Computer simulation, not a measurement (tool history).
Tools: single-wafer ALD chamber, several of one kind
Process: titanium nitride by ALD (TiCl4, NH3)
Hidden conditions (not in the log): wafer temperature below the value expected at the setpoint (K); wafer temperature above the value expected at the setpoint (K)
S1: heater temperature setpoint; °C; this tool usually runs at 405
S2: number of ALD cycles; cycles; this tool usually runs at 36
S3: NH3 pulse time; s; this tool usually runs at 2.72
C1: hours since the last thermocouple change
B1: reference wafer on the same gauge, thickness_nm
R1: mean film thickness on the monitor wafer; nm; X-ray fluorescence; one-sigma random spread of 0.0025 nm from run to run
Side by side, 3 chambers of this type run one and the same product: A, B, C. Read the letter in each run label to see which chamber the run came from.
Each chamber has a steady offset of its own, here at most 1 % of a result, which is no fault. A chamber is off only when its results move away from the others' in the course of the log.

| run | day | S1 | S2 | S3 | C1 | B1 | R1 |
|---|---|---|---|---|---|---|---|
| 1A | 0.242 | 405 | 36 | 2.72 | 98.3 | 0.76740 | 0.80281 |
| 2B | 0.479 | 405 | 36 | 2.72 | 1046.7 | 0.76820 | 0.79966 |
| 3C | 0.754 | 405 | 36 | 2.72 | 81.8 | 0.76799 | 0.80800 |
| 4C | 0.996 | 405 | 36 | 2.72 | 87.6 | 0.76739 | 0.81131 |
| 5A | 1.175 | 405 | 36 | 2.72 | 120.7 | 0.76798 | 0.80178 |
| 6B | 1.417 | 405 | 36 | 2.72 | 1069.2 | 0.76803 | 0.79751 |
| 7B | 1.625 | 415 | 40 | 2.72 | 1074.2 | 0.76829 | 0.88847 |
| 8C | 1.788 | 415 | 40 | 2.72 | 106.6 | 0.76847 | 0.90684 |
| 9A | 1.912 | 415 | 40 | 2.72 | 138.4 | 0.76769 | 0.89075 |
| 10A | 2.125 | 405 | 36 | 2.72 | 143.5 | 0.76734 | 0.80200 |
| 11C | 2.329 | 405 | 36 | 2.06 | 119.6 | 0.76878 | 0.80562 |
| 12B | 2.550 | 405 | 36 | 2.06 | 1096.4 | 0.76791 | 0.78595 |
| 13A | 2.808 | 405 | 36 | 2.06 | 159.9 | 0.76803 | 0.79696 |
| 14C | 2.954 | 405 | 36 | 2.72 | 134.6 | 0.76844 | 0.81096 |
| 15B | 3.150 | 405 | 36 | 2.72 | 1110.8 | 0.76799 | 0.79556 |
| 16C | 3.388 | 405 | 36 | 2.72 | 145.0 | 0.76843 | 0.81051 |
| 17A | 3.550 | 405 | 36 | 2.72 | 177.7 | 0.76788 | 0.80717 |
| 18B | 3.712 | 405 | 36 | 2.00 | 1124.3 | 0.76836 | 0.78899 |
| 19A | 3.883 | 405 | 36 | 2.00 | 185.7 | 0.76804 | 0.79204 |
| 20B | 4.121 | 405 | 36 | 2.00 | 1134.1 | 0.76852 | 0.79204 |
| 21C | 4.362 | 405 | 36 | 2.72 | 168.4 | 0.76830 | 0.80687 |
| 22A | 4.542 | 405 | 36 | 2.72 | 201.5 | 0.76828 | 0.80549 |
| 23C | 4.800 | 405 | 36 | 2.72 | 178.9 | 0.76774 | 0.81302 |
| 24B | 5.000 | 405 | 36 | 2.72 | 1155.2 | 0.76839 | 0.79116 |
| 25C | 5.267 | 405 | 36 | 2.72 | 190.1 | 0.76819 | 0.80868 |
| 26A | 5.458 | 405 | 36 | 2.72 | 223.5 | 0.76840 | 0.80202 |
| 27B | 5.712 | 405 | 36 | 2.72 | 1172.3 | 0.76789 | 0.80037 |
| 28B | 5.921 | 405 | 36 | 2.72 | 1177.3 | 0.76794 | 0.80292 |
| 29A | 6.142 | 405 | 36 | 2.72 | 239.9 | 0.76808 | 0.80226 |
| 30C | 6.379 | 405 | 36 | 2.72 | 216.8 | 0.76768 | 0.81019 |
| 31C | 6.554 | 405 | 36 | 2.72 | 221.0 | 0.76747 | 0.81448 |
| 32A | 6.796 | 405 | 36 | 2.72 | 255.6 | 0.76747 | 0.80356 |
| 33B | 7.017 | 405 | 36 | 2.72 | 1203.6 | 0.76725 | 0.79923 |
| 34B | 7.133 | 405 | 36 | 2.72 | 1206.4 | 0.76753 | 0.79874 |
| 35A | 7.292 | 396 | 36 | 1.73 | 267.5 | 0.76813 | 0.77826 |
| 36C | 7.538 | 396 | 36 | 1.73 | 244.6 | 0.76803 | 0.79289 |
| 37A | 7.708 | 396 | 36 | 1.73 | 277.5 | 0.76775 | 0.78346 |
| 38B | 7.888 | 405 | 36 | 2.72 | 1224.5 | 0.76802 | 0.79425 |
| 39C | 8.062 | 405 | 36 | 2.72 | 257.2 | 0.76785 | 0.81235 |

Next, every chamber runs the same settings. What will each give?
| 40A | 8.258 | 409 | 36 | 2.72 |  |  | ? |
| 40B | 8.258 | 409 | 36 | 2.72 |  |  | ? |
| 40C | 8.258 | 409 | 36 | 2.72 |  |  | ? |

| run | R1 |
|---|---|
| 40A | 0.80382 |
| 40B | 0.79674 |
| 40C | 0.81021 |
